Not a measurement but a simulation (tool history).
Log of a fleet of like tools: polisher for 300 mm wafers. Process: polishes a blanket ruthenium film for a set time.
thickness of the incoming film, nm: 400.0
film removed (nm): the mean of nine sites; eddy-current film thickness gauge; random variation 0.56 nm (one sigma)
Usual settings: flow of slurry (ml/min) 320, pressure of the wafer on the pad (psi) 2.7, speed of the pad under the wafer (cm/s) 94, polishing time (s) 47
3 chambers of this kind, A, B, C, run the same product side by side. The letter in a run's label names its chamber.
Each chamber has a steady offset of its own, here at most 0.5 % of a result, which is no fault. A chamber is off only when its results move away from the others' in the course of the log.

run    day  flow of slurry (ml/min)  pressure of the wafer on the pad (psi)  speed of the pad under the wafer (cm/s)  polishing time (s)  film removed (nm)
 1A  0.154                      320                                     2.7                                       94                  47             60.801
     0.221  -- chamber B: worn pad replaced by a new one
 2C  0.321                      320                                     2.7                                       94                  47             61.043
 3B  0.492                      320                                     2.7                                       94                  47             60.783
 4B  0.596                      320                                     2.7                                       94                  47             61.671
 5A  0.783                      320                                     2.7                                       94                  47             60.692
 6C  0.996                      320                                     2.7                                       94                  47             60.593
 7C  1.096                      320                                     2.7                                       94                  47             60.227
     1.246  -- chamber C: worn pad replaced by a new one
 8B  1.292                      320                                     2.7                                       94                  47             61.584
 9A  1.475                      320                                     2.7                                       94                  47             60.076
10B  1.579                      320                                     2.7                                       70                  47             45.599
11A  1.767                      320                                     2.7                                       70                  47             44.575
12C  1.929                      320                                     2.7                                       70                  47             45.117
13C   2.05                      320                                     2.7                                       94                  47             61.715
14A  2.254                      320                                     2.7                                       94                  47             59.786
15B  2.404                      320                                     2.7                                       94                  47             60.838
     2.492  -- chamber A: worn pad replaced by a new one
16A  2.517                      320                                     2.7                                       94                  47             60.619
     2.679  -- chamber A: head pressure recalibrated
17B  2.704                      320                                     2.7                                       94                  47             61.679
18C  2.858                      320                                     2.7                                       94                  47              61.27
     2.925  -- chamber B: worn pad replaced by a new one
19C  3.042                      320                                     2.7                                       94                  47             61.226
20A  3.233                      320                                     2.7                                       94                  47             54.712
21B  3.354                      320                                     2.7                                       94                  47             61.613
22B  3.538                      320                                     2.7                                       94                  47             62.012
23A    3.7                      320                                     2.7                                       94                  47             55.147
24C    3.9                      230                                     2.7                                      118                  47              74.87
25C      4                      230                                     2.7                                      118                  47              75.38
26B  4.133                      230                                     2.7                                      118                  47              74.35
27A  4.283                      320                                     2.7                                       94                  47             56.121
28B  4.496                      320                                     2.7                                       94                  47             60.539
29C  4.654                      320                                     2.7                                       94                  47             60.372
30A   4.85                      280                                     2.7                                       94                  47             54.524
31A  5.062                      280                                     2.7                                       94                  47             54.658
      5.15  -- chamber A: worn pad replaced by a new one
32C  5.162                      280                                     2.7                                       94                  47              60.57
33B  5.346                      320                                     2.7                                       94                  47             60.701
34C  5.512                      320                                     2.7                                       94                  47             61.496
35A  5.662                      320                                     2.7                                       94                  47             54.948
36B  5.862                      320                                     2.7                                       94                  47             61.904
37A  6.008                      320                                     2.7                                       94                  47             55.245
     6.092  -- chamber B: worn pad replaced by a new one
38B  6.179                      320                                     2.7                                       94                  47             60.992
39C  6.308                      320                                     2.7                                       94                  47             60.754
     6.371  -- chamber C: worn pad replaced by a new one
40A  6.408                      320                                       3                                       94                  47             61.724
41C  6.575                      320                                       3                                       94                  47             67.954

Is one chamber off against the others, does the gauge drift, or is nothing wrong? If a chamber is off, say which, and what the likeliest cause is.

A service left chamber A off against the others.
Cause: head's pressure below its setpoint, % = 9.56.

Here are 4 candidates for chamber A's next run, each the usual settings with a change, their results left as question marks. Which one brings its results back in line with what the others give on the usual settings?
In line means no further than this from the other chambers' mean on the usual settings: film removed (nm) 2
42A-1  6.738                      320                                       3                                       94                  47                  ?
42A-2  6.738                      315                                     2.2                                       94                  47                  ?
42A-3  6.738                      325                                     2.7                                      104                  52                  ?
42A-4  6.738                      320                                     2.7                                       84                  47                  ?

The other chambers' mean on the usual settings: film removed (nm) 61.28
  run  film removed (nm)
42A-1             61.184
42A-2             44.942
42A-3             67.615
42A-4             49.195
42A-1 brings the chamber back in line.

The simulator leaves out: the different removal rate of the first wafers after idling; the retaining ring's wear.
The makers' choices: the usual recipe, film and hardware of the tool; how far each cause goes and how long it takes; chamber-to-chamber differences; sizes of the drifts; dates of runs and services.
